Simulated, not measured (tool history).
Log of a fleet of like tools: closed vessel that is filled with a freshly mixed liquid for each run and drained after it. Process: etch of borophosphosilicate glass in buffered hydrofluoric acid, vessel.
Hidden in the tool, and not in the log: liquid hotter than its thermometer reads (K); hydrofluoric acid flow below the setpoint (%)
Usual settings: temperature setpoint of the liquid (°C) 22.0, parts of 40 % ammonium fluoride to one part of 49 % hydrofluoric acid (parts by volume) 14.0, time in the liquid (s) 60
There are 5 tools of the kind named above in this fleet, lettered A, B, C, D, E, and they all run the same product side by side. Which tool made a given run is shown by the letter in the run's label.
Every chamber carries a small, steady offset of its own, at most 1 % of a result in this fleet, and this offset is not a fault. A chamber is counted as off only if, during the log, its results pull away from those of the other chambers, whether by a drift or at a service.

run,hour,temperature setpoint of the liquid (°C),parts of 40 % ammonium fluoride to one part of 49 % hydrofluoric acid (parts by volume),time in the liquid (s),hours since the thermometer was replaced,hours since the hydrofluoric acid flow meter was replaced,"read-back film thickness of the borophosphosilicate glass reference wafer, read on the same gauge (nm)",thickness taken off the borophosphosilicate glass on a monitor wafer (angstrom)
1E,3.0,22.0,14.0,60,553.4,869.5,100.010,1400.0
2C,5.5,22.0,14.0,60,1344.5,1218.6,100.030,1359.8
3A,9.1,22.0,14.0,60,1230.9,221.8,99.991,1383.4
4D,12.8,22.0,14.0,60,776.4,126.2,100.010,1399.1
5B,17.0,22.0,14.0,60,178.7,383.7,100.010,1380.4
6A,21.9,22.0,14.0,60,1243.7,234.6,100.020,1394.8
7D,26.6,22.0,19.0,60,790.2,140.0,99.949,1038.5
8C,31.9,22.0,19.0,60,1370.9,1245.0,99.985,1002.7
9B,34.3,22.0,19.0,60,196.0,401.0,99.973,1012.1
10E,37.9,22.0,19.0,60,588.3,904.4,99.980,1013.7
11A,43.0,22.0,19.0,60,1264.8,255.7,99.995,1023.9
12E,47.3,22.0,14.0,60,597.7,913.8,99.940,1381.1
13D,51.4,22.0,14.0,60,815.0,164.8,100.010,1411.0
14B,55.6,22.0,14.0,60,217.3,422.3,100.020,1351.5
15C,60.0,22.0,14.0,60,1399.0,1273.1,99.948,1377.3
16C,64.1,22.0,14.0,60,1403.1,1277.2,100.010,1371.1
17A,67.4,22.0,9.5,80,1289.2,280.1,100.010,2669.3
18E,71.3,22.0,9.5,80,621.7,937.8,100.010,2661.5
19B,74.8,22.0,9.5,80,236.5,441.5,100.010,2559.5
20D,77.1,22.0,9.5,80,840.7,190.5,99.985,2713.3
21E,80.8,22.0,9.5,80,631.2,947.3,99.991,2638.2
22C,83.3,22.0,14.0,60,1422.3,1296.4,99.985,1374.5
23A,86.3,22.0,14.0,60,1308.1,299.0,99.988,1390.6
24D,91.3,22.0,14.0,60,854.9,204.7,100.020,1387.2
25B,94.8,22.0,14.0,60,256.5,461.5,100.000,1303.6
26C,98.7,22.0,14.0,60,1437.7,1311.8,100.010,1390.1
27D,104.1,22.0,14.0,60,867.7,217.5,100.010,1381.8
28E,106.5,22.0,14.0,60,656.9,973.0,100.030,1363.9
29A,109.4,22.0,14.0,60,1331.2,322.1,100.020,1375.8
30B,113.1,22.0,14.0,60,274.8,479.8,100.000,1281.8
31B,117.6,22.0,14.0,60,279.3,484.3,99.989,1277.1
32D,122.8,22.0,14.0,60,886.4,236.2,100.010,1409.2

What goes on in this fleet: one chamber off, a drifting gauge, or nothing beyond the chambers' own small offsets? Name the chamber and the cause, if any.

One chamber, B, drifts off from the rest bit by bit.
Cause: hydrofluoric acid flow below the setpoint (%) = 9.08.
The log may not separate it from: liquid colder than its thermometer reads (K).

Here are 4 candidates for chamber B's next run, each the usual settings with a change, their results left as question marks. Which one brings its results back in line with what the others give on the usual settings?
Maximum distance from the other chambers' mean on the usual settings for a result to count as in line: thickness taken off the borophosphosilicate glass on a monitor wafer (angstrom) 42.0
33B-1,126.6,23.5,14.0,60,,,,?
33B-2,126.6,20.5,14.0,60,,,,?
33B-3,126.6,22.5,14.0,60,,,,?
33B-4,126.6,21.5,14.0,60,,,,?

Average result of the remaining chambers running the usual settings: thickness taken off the borophosphosilicate glass on a monitor wafer (angstrom) 1383.7
run,thickness taken off the borophosphosilicate glass on a monitor wafer (angstrom)
33B-1,1366.7
33B-2,1159.7
33B-3,1294.3
33B-4,1225.4
The right change is 33B-1: it brings the chamber back within the allowed miss of the others.
